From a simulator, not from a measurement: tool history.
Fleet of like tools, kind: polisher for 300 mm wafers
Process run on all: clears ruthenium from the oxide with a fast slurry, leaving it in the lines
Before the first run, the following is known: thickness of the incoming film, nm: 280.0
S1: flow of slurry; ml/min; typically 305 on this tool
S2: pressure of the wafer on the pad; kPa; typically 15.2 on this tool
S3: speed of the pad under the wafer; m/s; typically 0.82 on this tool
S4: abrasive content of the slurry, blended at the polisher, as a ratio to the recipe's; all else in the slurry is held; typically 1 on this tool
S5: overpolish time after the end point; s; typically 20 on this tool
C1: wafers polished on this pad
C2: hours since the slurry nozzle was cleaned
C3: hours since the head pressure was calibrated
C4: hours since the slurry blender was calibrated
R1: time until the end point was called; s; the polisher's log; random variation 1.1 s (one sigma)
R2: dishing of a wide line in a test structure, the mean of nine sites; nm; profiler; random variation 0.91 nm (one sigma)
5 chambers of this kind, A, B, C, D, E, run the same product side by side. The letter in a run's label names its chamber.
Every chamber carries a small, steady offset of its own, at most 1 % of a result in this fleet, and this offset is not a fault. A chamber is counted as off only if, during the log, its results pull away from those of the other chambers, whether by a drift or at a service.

run 1A hour=3.7 | S1=305 S2=15.2 S3=0.82 S4=1 S5=20 | C1=202 C2=190.9 C3=529.2 C4=49 | R1=111.28 R2=37.154
run 2C hour=7.1 | S1=305 S2=15.2 S3=0.82 S4=1 S5=20 | C1=541 C2=232.9 C3=139.7 C4=126.7 | R1=111.68 R2=37.919
run 3D hour=10.9 | S1=305 S2=15.2 S3=0.82 S4=1 S5=20 | C1=242 C2=295.9 C3=361.4 C4=125.8 | R1=110.21 R2=37.901
-- hour=13.3 chamber A: head pressure recalibrated
run 4B hour=15.6 | S1=305 S2=15.2 S3=0.82 S4=1 S5=20 | C1=886 C2=145.2 C3=402.2 C4=242.7 | R1=109.87 R2=35.255
run 5E hour=21 | S1=305 S2=18.6 S3=0.82 S4=1 S5=15 | C1=529 C2=122.7 C3=559.6 C4=46 | R1=91.023 R2=35.893
run 6E hour=26.4 | S1=305 S2=18.6 S3=0.82 S4=1 S5=15 | C1=573 C2=128.1 C3=565 C4=51.4 | R1=90.806 R2=35.97
run 7C hour=29.2 | S1=305 S2=18.6 S3=0.82 S4=1 S5=15 | C1=721 C2=255 C3=161.8 C4=148.8 | R1=90.169 R2=34.873
run 8D hour=31.8 | S1=305 S2=18.6 S3=0.82 S4=1 S5=15 | C1=412 C2=316.8 C3=382.3 C4=146.7 | R1=91.058 R2=34.673
-- hour=33.2 chamber C: worn pad replaced by a new one
run 9A hour=36.6 | S1=305 S2=18.6 S3=0.82 S4=1 S5=15 | C1=470 C2=223.8 C3=23.4 C4=81.9 | R1=89.833 R2=34.326
run 10B hour=41.4 | S1=305 S2=15.2 S3=0.82 S4=1 S5=20 | C1=1097 C2=171 C3=428 C4=268.5 | R1=111.41 R2=36.959
run 11D hour=46.8 | S1=305 S2=15.2 S3=0.82 S4=1 S5=20 | C1=535 C2=331.8 C3=397.3 C4=161.7 | R1=111 R2=37.717
run 12B hour=52.1 | S1=305 S2=15.2 S3=0.82 S4=1 S5=20 | C1=1184 C2=181.7 C3=438.7 C4=279.2 | R1=112.85 R2=37.652
run 13E hour=56.2 | S1=305 S2=15.2 S3=0.82 S4=1 S5=20 | C1=816 C2=157.9 C3=594.8 C4=81.2 | R1=110.44 R2=37.338
run 14C hour=61.6 | S1=305 S2=15.2 S3=0.82 S4=0.9 S5=20 | C1=231 C2=287.4 C3=194.2 C4=181.2 | R1=114.77 R2=35.394
run 15A hour=64.6 | S1=305 S2=15.2 S3=0.82 S4=0.9 S5=20 | C1=699 C2=251.8 C3=51.4 C4=109.9 | R1=116.46 R2=36.549
run 16C hour=70.2 | S1=305 S2=15.2 S3=0.82 S4=0.9 S5=20 | C1=302 C2=296 C3=202.8 C4=189.8 | R1=117.09 R2=34.826
run 17D hour=75.5 | S1=305 S2=15.2 S3=0.82 S4=0.9 S5=20 | C1=769 C2=360.5 C3=426 C4=190.4 | R1=118.41 R2=35.779
run 18B hour=81.2 | S1=305 S2=15.2 S3=0.82 S4=0.9 S5=20 | C1=1422 C2=210.8 C3=467.8 C4=308.3 | R1=117.74 R2=36.758
run 19E hour=83.8 | S1=305 S2=15.2 S3=0.82 S4=1 S5=20 | C1=1041 C2=185.5 C3=622.4 C4=108.8 | R1=110.78 R2=37.957
run 20A hour=87.8 | S1=305 S2=15.2 S3=0.82 S4=1 S5=20 | C1=888 C2=275 C3=74.6 C4=133.1 | R1=109.97 R2=36.304
-- hour=88.1 chamber D: slurry blender recalibrated
run 21A hour=92.1 | S1=305 S2=15.2 S3=0.82 S4=1 S5=20 | C1=923 C2=279.3 C3=78.9 C4=137.4 | R1=109.66 R2=39.682
run 22D hour=94.7 | S1=305 S2=15.2 S3=0.82 S4=1 S5=20 | C1=926 C2=379.7 C3=445.2 C4=6.6 | R1=113.52 R2=36.38
-- hour=96.1 chamber B: worn pad replaced by a new one
run 23E hour=98.3 | S1=305 S2=15.2 S3=0.82 S4=1 S5=20 | C1=1160 C2=200 C3=636.9 C4=123.3 | R1=109.5 R2=37.401
run 24B hour=102.4 | S1=305 S2=15.2 S3=0.82 S4=1 S5=20 | C1=52 C2=232 C3=489 C4=329.5 | R1=111.06 R2=36.559
-- hour=104 chamber E: worn pad replaced by a new one
run 25C hour=106.5 | S1=305 S2=15.2 S3=0.82 S4=1 S5=20 | C1=598 C2=332.3 C3=239.1 C4=226.1 | R1=109.54 R2=38.102
run 26A hour=109.6 | S1=305 S2=15.2 S3=0.82 S4=1 S5=20 | C1=1066 C2=296.8 C3=96.4 C4=154.9 | R1=109.97 R2=37.435
run 27E hour=114.7 | S1=305 S2=15.2 S3=0.82 S4=1.15 S5=20 | C1=88 C2=216.4 C3=653.3 C4=139.7 | R1=105.22 R2=39.003
-- hour=117.3 chamber E: slurry blender recalibrated
-- hour=118.3 chamber C: worn pad replaced by a new one
run 28C hour=118.6 | S1=305 S2=15.2 S3=0.82 S4=1.15 S5=20 | C1=2 C2=344.4 C3=251.2 C4=238.2 | R1=103.99 R2=41.089
run 29B hour=122.7 | S1=305 S2=15.2 S3=0.82 S4=1.15 S5=20 | C1=217 C2=252.3 C3=509.3 C4=349.8 | R1=103.23 R2=40.899
run 30D hour=125.6 | S1=305 S2=15.2 S3=0.82 S4=1.15 S5=20 | C1=1178 C2=410.6 C3=476.1 C4=37.5 | R1=110.07 R2=40.414
-- hour=130 chamber A: worn pad replaced by a new one
run 31E hour=131.2 | S1=305 S2=15.2 S3=0.82 S4=1.15 S5=20 | C1=222 C2=232.9 C3=669.8 C4=13.9 | R1=103.83 R2=40.363
run 32A hour=133.8 | S1=305 S2=15.2 S3=0.82 S4=1 S5=20 | C1=31 C2=321 C3=120.6 C4=179.1 | R1=112.06 R2=38.091
run 33D hour=139.2 | S1=305 S2=15.2 S3=0.82 S4=1 S5=20 | C1=1289 C2=424.2 C3=489.7 C4=51.1 | R1=116.35 R2=34.775
run 34B hour=143.9 | S1=305 S2=15.2 S3=0.58 S4=0.8 S5=20 | C1=390 C2=273.5 C3=530.5 C4=371 | R1=175.86 R2=26.037
run 35C hour=148.2 | S1=305 S2=15.2 S3=0.58 S4=0.8 S5=20 | C1=244 C2=374 C3=280.8 C4=267.8 | R1=173.24 R2=25.173
run 36D hour=151.6 | S1=305 S2=15.2 S3=0.58 S4=0.8 S5=20 | C1=1390 C2=436.6 C3=502.1 C4=63.5 | R1=187.93 R2=24.669
run 37E hour=156.7 | S1=305 S2=15.2 S3=0.58 S4=0.8 S5=20 | C1=430 C2=258.4 C3=695.3 C4=39.4 | R1=176.36 R2=24.903
-- hour=158.7 chamber D: slurry nozzle cleaned
run 38A hour=161 | S1=305 S2=15.2 S3=0.58 S4=0.8 S5=20 | C1=253 C2=348.2 C3=147.8 C4=206.3 | R1=172.92 R2=25.896
run 39C hour=166.2 | S1=305 S2=15.2 S3=0.82 S4=1 S5=20 | C1=391 C2=392 C3=298.8 C4=285.8 | R1=111.46 R2=37.507
run 40B hour=171.4 | S1=305 S2=15.2 S3=0.82 S4=1 S5=20 | C1=615 C2=301 C3=558 C4=398.5 | R1=110.09 R2=36.234
run 41B hour=174.5 | S1=305 S2=11 S3=0.82 S4=1 S5=20 | C1=640 C2=304.1 C3=561.1 C4=401.6 | R1=149.74 R2=29.876
run 42E hour=178.2 | S1=305 S2=11 S3=0.82 S4=1 S5=20 | C1=606 C2=279.9 C3=716.8 C4=60.9 | R1=150.51 R2=28.205
run 43D hour=183.2 | S1=305 S2=11 S3=0.82 S4=1 S5=20 | C1=1648 C2=24.5 C3=533.7 C4=95.1 | R1=168.14 R2=26.273
run 44C hour=187.9 | S1=305 S2=11 S3=0.82 S4=1 S5=20 | C1=568 C2=413.7 C3=320.5 C4=307.5 | R1=148.4 R2=28.225

Predict what each chamber gives when all 5 of them run the settings below next.
run 45A hour=192.1 | S1=305 S2=15.2 S3=0.82 S4=1 S5=20 | R1=? R2=?
run 45B hour=192.1 | S1=305 S2=15.2 S3=0.82 S4=1 S5=20 | R1=? R2=?
run 45C hour=192.1 | S1=305 S2=15.2 S3=0.82 S4=1 S5=20 | R1=? R2=?
run 45D hour=192.1 | S1=305 S2=15.2 S3=0.82 S4=1 S5=20 | R1=? R2=?
run 45E hour=192.1 | S1=305 S2=15.2 S3=0.82 S4=1 S5=20 | R1=? R2=?

run=45A R1=111.21 R2=38.365
run=45B R1=110.12 R2=36.795
run=45C R1=108.89 R2=36.168
run=45D R1=120.56 R2=35.395
run=45E R1=109.78 R2=36.522
